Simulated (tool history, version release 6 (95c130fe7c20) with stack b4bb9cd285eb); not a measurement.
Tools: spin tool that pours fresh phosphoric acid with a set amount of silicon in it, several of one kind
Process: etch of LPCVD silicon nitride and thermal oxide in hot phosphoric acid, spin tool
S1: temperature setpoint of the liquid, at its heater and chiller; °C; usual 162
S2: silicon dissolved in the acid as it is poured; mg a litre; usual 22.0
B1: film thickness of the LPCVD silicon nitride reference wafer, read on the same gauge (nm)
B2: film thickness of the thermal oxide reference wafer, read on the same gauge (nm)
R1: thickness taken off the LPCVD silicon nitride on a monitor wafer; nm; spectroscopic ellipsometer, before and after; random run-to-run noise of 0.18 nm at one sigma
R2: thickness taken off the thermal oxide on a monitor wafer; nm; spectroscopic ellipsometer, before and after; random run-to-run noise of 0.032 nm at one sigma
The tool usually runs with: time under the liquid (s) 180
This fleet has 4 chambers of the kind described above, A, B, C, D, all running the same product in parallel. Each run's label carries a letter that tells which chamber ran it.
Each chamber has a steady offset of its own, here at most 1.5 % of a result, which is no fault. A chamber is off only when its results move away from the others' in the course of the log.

Run 1C, hour 11.5: usual settings; B1 30.020; B2 130.01. Result: R1 17.995 nm, R2 0.35346 nm.
Run 2D, hour 18.5: usual settings; B1 30.015; B2 130.00. Result: R1 18.101 nm, R2 0.34113 nm.
Run 3A, hour 23.9: usual settings; B1 29.996; B2 130.02. Result: R1 18.049 nm, R2 0.34103 nm.
At hour 25.3: chamber D: thermometer replaced.
Run 4B, hour 35.4: usual settings; B1 29.976; B2 130.00. Result: R1 18.363 nm, R2 0.29280 nm.
Run 5D, hour 46.7: usual settings; B1 29.993; B2 129.99. Result: R1 18.174 nm, R2 0.35458 nm.
Run 6A, hour 53.7: usual settings; B1 30.031; B2 130.02. Result: R1 18.112 nm, R2 0.31496 nm.
Run 7B, hour 63.5: usual settings; B1 29.982; B2 129.99. Result: R1 18.361 nm, R2 0.36252 nm.
Run 8C, hour 74.2: usual settings; B1 30.000; B2 130.00. Result: R1 18.133 nm, R2 0.34958 nm.
Run 9A, hour 81.6: usual settings but S2 12.5 mg a litre, time under the liquid (s) 280; B1 29.992; B2 130.00. Result: R1 28.607 nm, R2 0.67908 nm.
Run 10C, hour 88.4: usual settings but S2 12.5 mg a litre, time under the liquid (s) 280; B1 30.002; B2 130.00. Result: R1 28.138 nm, R2 0.81083 nm.
At hour 90.8: chamber C: thermometer replaced.
Run 11B, hour 93.6: usual settings but S2 12.5 mg a litre, time under the liquid (s) 280; B1 29.987; B2 130.00. Result: R1 28.693 nm, R2 0.64829 nm.
Run 12D, hour 103.1: usual settings but S2 12.5 mg a litre, time under the liquid (s) 280; B1 29.991; B2 130.01. Result: R1 28.201 nm, R2 0.68094 nm.
Run 13B, hour 112.9: usual settings but S2 34.0 mg a litre, time under the liquid (s) 275; B1 29.980; B2 130.00. Result: R1 27.847 nm, R2 0.29834 nm.
Run 14C, hour 120.0: usual settings but S2 34.0 mg a litre, time under the liquid (s) 275; B1 29.995; B2 129.99. Result: R1 28.170 nm, R2 0.33996 nm.
Run 15A, hour 127.4: usual settings but S2 34.0 mg a litre, time under the liquid (s) 275; B1 29.996; B2 130.03. Result: R1 27.786 nm, R2 0.31408 nm.
Run 16D, hour 136.0: usual settings but S2 34.0 mg a litre, time under the liquid (s) 275; B1 29.990; B2 130.00. Result: R1 27.668 nm, R2 0.35170 nm.
Run 17B, hour 146.5: usual settings; B1 29.996; B2 129.99. Result: R1 18.468 nm, R2 0.39216 nm.
Run 18D, hour 155.5: usual settings; B1 29.969; B2 129.99. Result: R1 17.894 nm, R2 0.30868 nm.
Run 19A, hour 167.0: usual settings; B1 29.960; B2 130.00. Result: R1 18.062 nm, R2 0.33535 nm.
At hour 167.3: chamber A: thermometer replaced.
Run 20C, hour 178.5: usual settings; B1 30.001; B2 129.99. Result: R1 17.946 nm, R2 0.35868 nm.
Run 21B, hour 186.3: usual settings; B1 30.044; B2 130.00. Result: R1 18.411 nm, R2 0.30583 nm.
Run 22C, hour 191.5: usual settings; B1 29.979; B2 130.02. Result: R1 17.807 nm, R2 0.30103 nm.
Run 23A, hour 202.6: usual settings; B1 29.975; B2 129.99. Result: R1 18.191 nm, R2 0.39933 nm.
Run 24D, hour 210.2: usual settings; B1 29.995; B2 129.99. Result: R1 18.085 nm, R2 0.28613 nm.
Run 25A, hour 216.9: usual settings; B1 29.994; B2 130.01. Result: R1 18.297 nm, R2 0.30920 nm.
Run 26D, hour 228.4: usual settings; B1 29.988; B2 129.98. Result: R1 18.153 nm, R2 0.28226 nm.
Run 27B, hour 238.6: usual settings; B1 29.973; B2 130.00. Result: R1 18.412 nm, R2 0.34645 nm.

Is one chamber out of step, is the gauge drifting, or do the chambers differ by no more than their own small offsets? For an off chamber, give its letter and the likeliest cause.

No chamber stands off beyond its own small offset, and the gauge holds steady.

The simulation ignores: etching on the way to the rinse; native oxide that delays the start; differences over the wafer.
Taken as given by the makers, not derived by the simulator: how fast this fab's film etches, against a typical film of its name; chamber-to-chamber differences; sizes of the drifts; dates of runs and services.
